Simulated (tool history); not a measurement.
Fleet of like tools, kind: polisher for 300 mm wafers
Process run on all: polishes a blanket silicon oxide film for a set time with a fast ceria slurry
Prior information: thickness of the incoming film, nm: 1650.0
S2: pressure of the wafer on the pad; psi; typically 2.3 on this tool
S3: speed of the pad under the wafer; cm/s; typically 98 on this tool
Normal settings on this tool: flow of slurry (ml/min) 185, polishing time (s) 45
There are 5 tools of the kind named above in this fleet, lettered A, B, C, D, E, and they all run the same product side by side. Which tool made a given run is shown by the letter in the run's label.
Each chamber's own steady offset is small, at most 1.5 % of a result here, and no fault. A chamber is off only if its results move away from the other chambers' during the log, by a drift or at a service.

{"hour": 6.8, "done": "chamber A: head pressure recalibrated"}
{"run": "1E", "hour": 13.2, "flow of slurry (ml/min)": 185, "S2": 2.3, "S3": 98, "polishing time (s)": 45, "film removed (nm)": 680.09}
{"hour": 14.1, "done": "chamber A: worn pad replaced by a new one"}
{"run": "2D", "hour": 24.2, "flow of slurry (ml/min)": 185, "S2": 2.3, "S3": 98, "polishing time (s)": 45, "film removed (nm)": 680.58}
{"run": "3C", "hour": 32.6, "flow of slurry (ml/min)": 185, "S2": 2.3, "S3": 98, "polishing time (s)": 45, "film removed (nm)": 676.3}
{"hour": 44.2, "done": "chamber C: worn pad replaced by a new one"}
{"run": "4B", "hour": 45.5, "flow of slurry (ml/min)": 185, "S2": 2.3, "S3": 98, "polishing time (s)": 45, "film removed (nm)": 681.23}
{"hour": 50.4, "done": "chamber D: worn pad replaced by a new one"}
{"run": "5A", "hour": 58.4, "flow of slurry (ml/min)": 185, "S2": 2.3, "S3": 98, "polishing time (s)": 45, "film removed (nm)": 656.91}
{"hour": 59.1, "done": "chamber B: worn pad replaced by a new one"}
{"run": "6E", "hour": 68.4, "flow of slurry (ml/min)": 185, "S2": 2.3, "S3": 84, "polishing time (s)": 38, "film removed (nm)": 488.85}
{"run": "7D", "hour": 76.0, "flow of slurry (ml/min)": 185, "S2": 2.3, "S3": 84, "polishing time (s)": 38, "film removed (nm)": 493.23}
{"hour": 84.4, "done": "chamber D: slurry nozzle cleaned"}
{"run": "8B", "hour": 88.1, "flow of slurry (ml/min)": 185, "S2": 2.3, "S3": 84, "polishing time (s)": 38, "film removed (nm)": 491.37}
{"hour": 91.7, "done": "chamber A: worn pad replaced by a new one"}
{"run": "9C", "hour": 99.3, "flow of slurry (ml/min)": 185, "S2": 2.3, "S3": 84, "polishing time (s)": 38, "film removed (nm)": 482.33}
{"hour": 102.5, "done": "chamber E: worn pad replaced by a new one"}
{"run": "10A", "hour": 110.5, "flow of slurry (ml/min)": 185, "S2": 2.3, "S3": 84, "polishing time (s)": 38, "film removed (nm)": 487.71}
{"hour": 112.6, "done": "chamber C: worn pad replaced by a new one"}
{"hour": 117.0, "done": "chamber A: slurry nozzle cleaned"}
{"run": "11E", "hour": 122.1, "flow of slurry (ml/min)": 185, "S2": 2.3, "S3": 98, "polishing time (s)": 45, "film removed (nm)": 679.76}
{"hour": 122.8, "done": "chamber D: worn pad replaced by a new one"}
{"run": "12A", "hour": 132.6, "flow of slurry (ml/min)": 185, "S2": 2.3, "S3": 98, "polishing time (s)": 45, "film removed (nm)": 681.14}
{"run": "13D", "hour": 140.0, "flow of slurry (ml/min)": 185, "S2": 2.3, "S3": 98, "polishing time (s)": 45, "film removed (nm)": 678.74}
{"run": "14C", "hour": 149.9, "flow of slurry (ml/min)": 185, "S2": 2.3, "S3": 98, "polishing time (s)": 45, "film removed (nm)": 682.02}
{"hour": 151.5, "done": "chamber C: head pressure recalibrated"}
{"run": "15B", "hour": 160.3, "flow of slurry (ml/min)": 185, "S2": 2.3, "S3": 98, "polishing time (s)": 45, "film removed (nm)": 658.19}
{"hour": 162.3, "done": "chamber B: worn pad replaced by a new one"}
{"run": "16C", "hour": 166.5, "flow of slurry (ml/min)": 185, "S2": 2.3, "S3": 98, "polishing time (s)": 45, "film removed (nm)": 677.23}
{"hour": 172.6, "done": "chamber A: worn pad replaced by a new one"}
{"run": "17E", "hour": 173.3, "flow of slurry (ml/min)": 225, "S2": 2.3, "S3": 86, "polishing time (s)": 45, "film removed (nm)": 604.34}
{"run": "18B", "hour": 182.5, "flow of slurry (ml/min)": 225, "S2": 2.3, "S3": 86, "polishing time (s)": 45, "film removed (nm)": 599.18}
{"hour": 191.3, "done": "chamber C: worn pad replaced by a new one"}
{"run": "19A", "hour": 196.1, "flow of slurry (ml/min)": 225, "S2": 2.3, "S3": 86, "polishing time (s)": 45, "film removed (nm)": 604.38}
{"hour": 198.5, "done": "chamber D: worn pad replaced by a new one"}
{"hour": 202.9, "done": "chamber E: worn pad replaced by a new one"}
{"run": "20D", "hour": 204.6, "flow of slurry (ml/min)": 225, "S2": 2.3, "S3": 86, "polishing time (s)": 45, "film removed (nm)": 623.34}
{"run": "21D", "hour": 214.1, "flow of slurry (ml/min)": 225, "S2": 2.3, "S3": 86, "polishing time (s)": 45, "film removed (nm)": 606.47}
{"hour": 220.3, "done": "chamber C: slurry nozzle cleaned"}
{"run": "22A", "hour": 225.2, "flow of slurry (ml/min)": 185, "S2": 2.3, "S3": 98, "polishing time (s)": 45, "film removed (nm)": 670.34}
{"run": "23C", "hour": 232.0, "flow of slurry (ml/min)": 185, "S2": 2.3, "S3": 98, "polishing time (s)": 56, "film removed (nm)": 835.55}
{"run": "24B", "hour": 244.7, "flow of slurry (ml/min)": 185, "S2": 2.3, "S3": 98, "polishing time (s)": 56, "film removed (nm)": 824.52}
{"run": "25E", "hour": 256.1, "flow of slurry (ml/min)": 185, "S2": 2.3, "S3": 98, "polishing time (s)": 56, "film removed (nm)": 844.65}
{"hour": 258.2, "done": "chamber C: worn pad replaced by a new one"}
{"run": "26E", "hour": 264.7, "flow of slurry (ml/min)": 185, "S2": 2.3, "S3": 98, "polishing time (s)": 56, "film removed (nm)": 840.63}
{"hour": 265.8, "done": "chamber A: worn pad replaced by a new one"}
{"hour": 266.8, "done": "chamber D: worn pad replaced by a new one"}
{"hour": 271.0, "done": "chamber B: worn pad replaced by a new one"}
{"run": "27B", "hour": 275.8, "flow of slurry (ml/min)": 185, "S2": 2.3, "S3": 98, "polishing time (s)": 56, "film removed (nm)": 801.78}
{"run": "28A", "hour": 284.5, "flow of slurry (ml/min)": 185, "S2": 2.3, "S3": 98, "polishing time (s)": 45, "film removed (nm)": 677.24}
{"hour": 288.4, "done": "chamber E: worn pad replaced by a new one"}
{"run": "29D", "hour": 296.5, "flow of slurry (ml/min)": 185, "S2": 2.3, "S3": 98, "polishing time (s)": 45, "film removed (nm)": 674.32}
{"run": "30C", "hour": 303.6, "flow of slurry (ml/min)": 185, "S2": 2.3, "S3": 98, "polishing time (s)": 45, "film removed (nm)": 674.5}
{"run": "31E", "hour": 317.0, "flow of slurry (ml/min)": 185, "S2": 2.3, "S3": 98, "polishing time (s)": 45, "film removed (nm)": 678.61}
{"run": "32C", "hour": 327.4, "flow of slurry (ml/min)": 185, "S2": 2.3, "S3": 78, "polishing time (s)": 45, "film removed (nm)": 534.74}
{"hour": 329.7, "done": "chamber D: worn pad replaced by a new one"}
{"run": "33D", "hour": 333.9, "flow of slurry (ml/min)": 185, "S2": 2.3, "S3": 78, "polishing time (s)": 45, "film removed (nm)": 535.42}

Has any chamber moved away from the others, gradually or after a service, or does the common gauge drift, or do the chambers differ only by their own small steady offsets? State the chamber and the most likely cause if one applies.

One chamber, B, drifts off from the rest bit by bit.
What lies behind it: slurry flow missing at the pad, % = 34.8.
The log may not separate it from: head's pressure below its setpoint, %.

Below are 4 candidate recipes for chamber B's next run, each the usual settings with a change, their results shown as question marks. Which of them brings B's results back in line with what the other chambers give on the usual settings?
In line means no further than this from the other chambers' mean on the usual settings: film removed (nm) 23.00
{"run": "34B-1", "hour": 343.9, "flow of slurry (ml/min)": 185, "S2": 2.3, "S3": 94, "polishing time (s)": 44, "film removed (nm)": "?"}
{"run": "34B-2", "hour": 343.9, "flow of slurry (ml/min)": 185, "S2": 2.3, "S3": 104, "polishing time (s)": 45, "film removed (nm)": "?"}
{"run": "34B-3", "hour": 343.9, "flow of slurry (ml/min)": 185, "S2": 2.4, "S3": 102, "polishing time (s)": 47, "film removed (nm)": "?"}
{"run": "34B-4", "hour": 343.9, "flow of slurry (ml/min)": 185, "S2": 2.2, "S3": 98, "polishing time (s)": 42, "film removed (nm)": "?"}

On the usual settings, the other chambers give on average: film removed (nm) 674.43
run=34B-1 film_removed_(nm)=601.30
run=34B-2 film_removed_(nm)=679.37
run=34B-3 film_removed_(nm)=726.22
run=34B-4 film_removed_(nm)=572.15
34B-2 is the one that brings the chamber's results back in line with the other chambers.

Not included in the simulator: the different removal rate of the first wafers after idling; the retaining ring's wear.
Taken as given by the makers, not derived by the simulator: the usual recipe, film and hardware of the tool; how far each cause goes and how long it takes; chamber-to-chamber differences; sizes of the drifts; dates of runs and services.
